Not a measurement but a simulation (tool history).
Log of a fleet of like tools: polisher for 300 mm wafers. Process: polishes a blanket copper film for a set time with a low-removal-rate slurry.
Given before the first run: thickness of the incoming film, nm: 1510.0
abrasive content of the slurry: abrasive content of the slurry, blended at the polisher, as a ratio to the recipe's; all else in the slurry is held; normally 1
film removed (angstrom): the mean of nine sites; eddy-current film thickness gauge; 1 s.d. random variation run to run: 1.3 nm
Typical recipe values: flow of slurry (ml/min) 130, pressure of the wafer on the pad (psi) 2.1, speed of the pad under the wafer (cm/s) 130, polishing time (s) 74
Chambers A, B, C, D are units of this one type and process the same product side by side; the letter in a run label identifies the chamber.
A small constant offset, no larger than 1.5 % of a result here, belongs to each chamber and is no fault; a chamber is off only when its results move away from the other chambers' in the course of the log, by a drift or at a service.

run,hour,flow of slurry (ml/min),pressure of the wafer on the pad (psi),speed of the pad under the wafer (cm/s),abrasive content of the slurry,polishing time (s),wafers polished on this pad,hours since the slurry nozzle was cleaned,hours since the head pressure was calibrated,hours since the slurry blender was calibrated,film removed (angstrom)
# hour 2.2: chamber A: worn pad replaced by a new one
1B,10.9,130,2.1,130,1,74,214,177.2,119.3,65.6,1729.6
2C,17.1,130,2.1,130,1,74,680,266.3,987,26.1,1777.2
3A,26.8,130,2.1,130,1,74,367,58.5,102.3,129,1788.1
4D,36.1,130,2.1,130,1,74,895,444.6,45.9,213.2,1759.6
# hour 39.4: chamber B: worn pad replaced by a new one
5D,45.3,130,2.1,130,1,74,1032,453.8,55.1,222.4,1752.8
6A,51.2,130,2.3,130,1,74,730,82.9,126.7,153.4,1964.1
# hour 53.5: chamber D: worn pad replaced by a new one
# hour 55.9: chamber C: worn pad replaced by a new one
7C,58.7,130,2.3,130,1,74,42,307.9,1028.6,67.7,1923
# hour 58.8: chamber A: slurry blender recalibrated
8B,64,130,2.3,130,1,74,366,230.3,172.4,118.7,1910
# hour 64.4: chamber A: worn pad replaced by a new one
9B,69.4,130,2.3,130,1,74,447,235.7,177.8,124.1,1922.7
10D,75.3,130,2.1,130,1,74,324,483.8,85.1,252.4,1752.6
11C,83.1,130,2.1,130,1,74,405,332.3,1053,92.1,1784
# hour 89: chamber B: worn pad replaced by a new one
12A,92.2,130,2.1,130,1,74,413,123.9,167.7,33.4,1778.1
13D,97.5,130,2.1,130,1,74,655,506,107.3,274.6,1767
# hour 101: chamber C: slurry blender recalibrated
14B,104.1,130,2.1,130,0.7,74,226,270.4,212.5,158.8,1596.8
# hour 104.7: chamber C: head pressure recalibrated
# hour 105.9: chamber D: slurry blender recalibrated
15C,110.9,130,2.1,130,0.7,74,818,360.1,6.2,10,1636.4
16A,118,130,2.1,130,0.7,74,797,149.7,193.5,59.2,1638.8
17A,127.9,130,2.1,130,0.7,74,945,159.6,203.4,69.1,1663.6
# hour 130.9: chamber B: worn pad replaced by a new one
# hour 133.4: chamber A: worn pad replaced by a new one
18D,134.4,130,2.1,130,1,74,1204,542.9,144.2,28.6,1742.1
# hour 138: chamber D: worn pad replaced by a new one
# hour 139.9: chamber B: slurry blender recalibrated
# hour 144.8: chamber C: worn pad replaced by a new one
19B,145.4,130,2.1,130,1,74,216,311.7,253.8,5.5,1675.1
20C,150.4,130,2.1,130,1,74,84,399.6,45.7,49.5,1770.8
21C,157.2,115,2.1,130,1,65,185,406.4,52.5,56.3,1530
22D,166.6,115,2.1,130,1,65,426,575.1,176.4,60.8,1505.2
# hour 172.7: chamber D: slurry nozzle cleaned
23A,173.5,115,2.1,130,1,65,596,205.2,249,114.7,1536.7
# hour 176.4: chamber B: worn pad replaced by a new one
24B,178.6,115,2.1,130,1,65,33,344.9,287,38.7,1397.7
25D,188.7,130,2.1,130,1,74,754,16.1,198.5,82.9,1753.9
# hour 190.6: chamber A: worn pad replaced by a new one
# hour 195.4: chamber A: slurry blender recalibrated
26A,196,130,2.1,130,1,74,81,227.7,271.5,0.6,1808.8

What goes on in this fleet: one chamber off, a drifting gauge, or nothing beyond the chambers' own small offsets? Name the chamber and the cause, if any.

One chamber, B, drifts off from the rest bit by bit.
Cause: slurry flow missing at the pad, % = 30.5.
It could be hard to tell apart here from: head's pressure below its setpoint, %.

Here are 4 candidates for chamber B's next run, each the usual settings with a change, their results left as question marks. Which one brings its results back in line with what the others give on the usual settings?
In-line tolerance around the mean of the other chambers on the usual settings: film removed (angstrom) 46
27B-1,203.8,125,1.8,130,0.95,74,,,,,?
27B-2,203.8,130,2.2,130,1,77,,,,,?
27B-3,203.8,130,2.1,124,1,71,,,,,?
27B-4,203.8,135,2.1,142,1,80,,,,,?

Usual-settings mean across the other chambers: film removed (angstrom) 1774.3
run,film removed (angstrom)
27B-1,1344.4
27B-2,1752.7
27B-3,1470.8
27B-4,1915.5
27B-2 is the one that brings the chamber's results back in line with the other chambers.
